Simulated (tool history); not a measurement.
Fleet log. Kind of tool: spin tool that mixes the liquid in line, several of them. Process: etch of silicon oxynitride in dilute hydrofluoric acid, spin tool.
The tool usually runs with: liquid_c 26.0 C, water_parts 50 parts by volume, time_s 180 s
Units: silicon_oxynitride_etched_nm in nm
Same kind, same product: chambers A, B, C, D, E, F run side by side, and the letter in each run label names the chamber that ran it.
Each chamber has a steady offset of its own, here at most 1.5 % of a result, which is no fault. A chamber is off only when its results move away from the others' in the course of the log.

run	day	liquid_c	water_parts	time_s	hours since the thermometer was replaced	hours since the hydrofluoric acid flow meter was replaced	read-back film thickness of the silicon oxynitride reference wafer, read on the same gauge (nm)	silicon_oxynitride_etched_nm
1B	0.333	26.0	50	180	1841.5	1151.2	39.997	20.073
2D	0.800	26.0	50	180	383.6	258.7	40.016	19.756
3F	1.342	26.0	50	180	931.0	1390.4	40.013	19.766
4C	1.758	26.0	50	180	106.3	187.8	40.000	20.098
5E	2.179	26.0	50	180	392.0	349.9	39.990	19.958
6A	2.604	26.0	50	180	386.6	383.8	39.995	19.649
7B	2.892	26.0	50	180	1902.9	1212.6	39.966	19.709
8A	3.325	21.5	50	180	403.9	401.1	39.975	16.162
9F	3.579	21.5	50	180	984.7	1444.1	40.034	15.812
10D	4.046	21.5	50	180	461.5	336.6	40.002	15.846
11E	4.483	21.5	50	180	447.3	405.2	40.012	15.821
12C	5.042	21.5	50	180	185.1	266.6	39.999	16.041
13E	5.575	21.5	50	180	473.5	431.4	39.999	15.731
14D	6.138	26.0	50	180	511.7	386.8	40.000	19.900
15C	6.583	26.0	50	180	222.1	303.6	40.016	19.785
16B	6.921	26.0	50	180	1999.6	1309.3	39.988	19.696
17F	7.188	26.0	50	180	1071.3	1530.7	40.015	19.628
18A	7.704	26.0	50	180	509.0	506.2	40.033	19.815
19E	8.054	26.0	50	180	533.0	490.9	40.048	19.649
20F	8.438	26.0	50	180	1101.3	1560.7	39.990	19.678
21A	8.779	26.0	50	180	534.8	532.0	39.981	19.661
# day 8.854: chamber F: thermometer replaced
22C	9.225	22.0	50	180	285.5	367.0	40.007	16.180
23B	9.592	22.0	50	180	2063.7	1373.4	40.021	16.470
24D	9.967	22.0	50	180	603.6	478.7	40.033	16.390
25D	10.425	22.0	50	180	614.6	489.7	39.945	16.348
26B	10.808	22.0	50	180	2092.9	1402.6	39.994	16.179
27E	11.317	22.0	50	180	611.3	569.2	39.995	16.352
28F	11.608	26.0	50	180	66.2	1636.8	40.024	19.702
29A	12.162	28.5	50	95	616.0	613.2	39.976	11.670
30C	12.592	28.5	50	95	366.3	447.8	40.006	11.971
31E	12.850	28.5	50	95	648.1	606.0	40.005	11.556
32A	13.317	28.5	50	95	643.7	640.9	39.995	11.752
33F	13.738	28.5	50	95	117.3	1687.9	40.009	11.624
34C	14.125	28.5	50	95	403.1	484.6	39.985	11.768
35D	14.400	26.0	50	180	710.0	585.1	39.998	19.627
# day 14.550: chamber E: thermometer replaced
36B	14.650	26.0	50	180	2185.1	1494.8	39.996	19.845
37D	15.138	26.0	50	180	727.7	602.8	40.016	19.711
38E	15.658	26.0	50	180	26.7	673.4	40.017	19.636
39C	15.950	26.0	50	180	446.9	528.4	40.021	19.852
40F	16.492	26.0	40	215	183.4	1754.0	40.026	29.354

For the next run the whole fleet of 6 chambers uses the same settings. Give each chamber's results:
41A	16.892	26.0	50	180				?
41B	16.892	26.0	50	180				?
41C	16.892	26.0	50	180				?
41D	16.892	26.0	50	180				?
41E	16.892	26.0	50	180				?
41F	16.892	26.0	50	180				?

run	silicon_oxynitride_etched_nm
41A	19.813
41B	19.659
41C	19.841
41D	19.785
41E	19.694
41F	19.593
